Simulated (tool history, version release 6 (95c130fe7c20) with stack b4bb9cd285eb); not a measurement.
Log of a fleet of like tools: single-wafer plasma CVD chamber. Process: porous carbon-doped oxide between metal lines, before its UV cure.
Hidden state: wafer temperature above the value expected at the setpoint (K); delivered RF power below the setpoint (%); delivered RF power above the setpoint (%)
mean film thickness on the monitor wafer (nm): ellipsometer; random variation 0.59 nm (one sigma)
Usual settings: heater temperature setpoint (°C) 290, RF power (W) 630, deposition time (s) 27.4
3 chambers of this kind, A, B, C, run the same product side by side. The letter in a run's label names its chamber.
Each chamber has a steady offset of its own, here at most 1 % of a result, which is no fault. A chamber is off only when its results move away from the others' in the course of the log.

run	hour	heater temperature setpoint (°C)	RF power (W)	deposition time (s)	hours since the last thermocouple change	hours since the last RF generator calibration	read-back reference wafer on the same gauge, thickness_nm	mean film thickness on the monitor wafer (nm)
1B	6.7	290	630	27.4	872.6	871.1	166.08	180.85
2A	15.3	290	630	27.4	1176.8	33.9	166.02	184.35
3C	24.1	290	630	27.4	1576.1	467.5	166.12	182.82
4B	29.8	290	630	27.4	895.7	894.2	165.97	181.99
5C	34.8	290	630	27.4	1586.8	478.2	165.91	182.24
6A	42.8	282	630	32.1	1204.3	61.4	166.11	225.67
7B	50.8	282	630	32.1	916.7	915.2	166.03	222.20
8A	54.6	282	630	32.1	1216.1	73.2	165.98	224.80
9C	61.2	290	630	27.4	1613.2	504.6	165.99	181.65
10A	65.5	290	630	27.4	1227.0	84.1	166.06	184.46
11B	69.9	290	630	27.4	935.8	934.3	165.89	182.16
12C	74.6	290	630	27.4	1626.6	518.0	166.17	181.17
13B	79.0	290	630	27.4	944.9	943.4	165.95	182.67
14A	83.6	290	630	27.4	1245.1	102.2	166.16	184.83
15C	89.1	290	630	27.4	1641.1	532.5	165.98	180.83
16C	96.5	290	630	27.4	1648.5	539.9	165.98	179.48
17A	103.7	290	630	27.4	1265.2	122.3	166.03	183.96
18B	111.7	290	630	27.4	977.6	976.1	165.90	181.72
19C	117.0	301	630	30.1	1669.0	560.4	165.96	185.44
20B	121.0	301	630	30.1	986.9	985.4	166.17	187.24
21A	127.5	301	630	30.1	1289.0	146.1	166.01	188.44
22B	132.3	290	630	27.4	998.2	996.7	166.02	182.91
23C	140.8	290	630	27.4	1692.8	584.2	165.88	181.41
24A	147.9	290	575	29.7	1309.4	166.5	165.87	185.81
25C	153.0	290	575	29.7	1705.0	596.4	165.96	182.92
26A	159.9	290	575	29.7	1321.4	178.5	165.91	184.92
27B	167.5	290	630	27.4	1033.4	1031.9	166.04	182.66
28B	175.5	290	630	27.4	1041.4	1039.9	166.06	181.48
29C	183.7	290	630	27.4	1735.7	627.1	165.81	179.62
30A	191.5	290	630	27.4	1353.0	210.1	165.93	183.73
31A	198.0	290	630	27.4	1359.5	216.6	165.96	183.66
32B	204.9	290	630	27.4	1070.8	1069.3	165.95	181.96
33C	212.9	290	630	27.4	1764.9	656.3	165.92	177.94
34A	220.9	280	630	22.5	1382.4	239.5	165.94	161.12
35C	228.6	280	630	22.5	1780.6	672.0	166.01	157.27
36B	232.6	280	630	22.5	1098.5	1097.0	166.06	160.76
37A	236.6	290	630	27.4	1398.1	255.2	166.00	183.52
38B	242.1	290	630	27.4	1108.0	1106.5	166.06	182.73

All 3 chambers run these settings next. Forecast each chamber's results:
39A	248.4	296	630	27.4				?
39B	248.4	296	630	27.4				?
39C	248.4	296	630	27.4				?

run	mean film thickness on the monitor wafer (nm)
39A	177.47
39B	176.22
39C	171.17
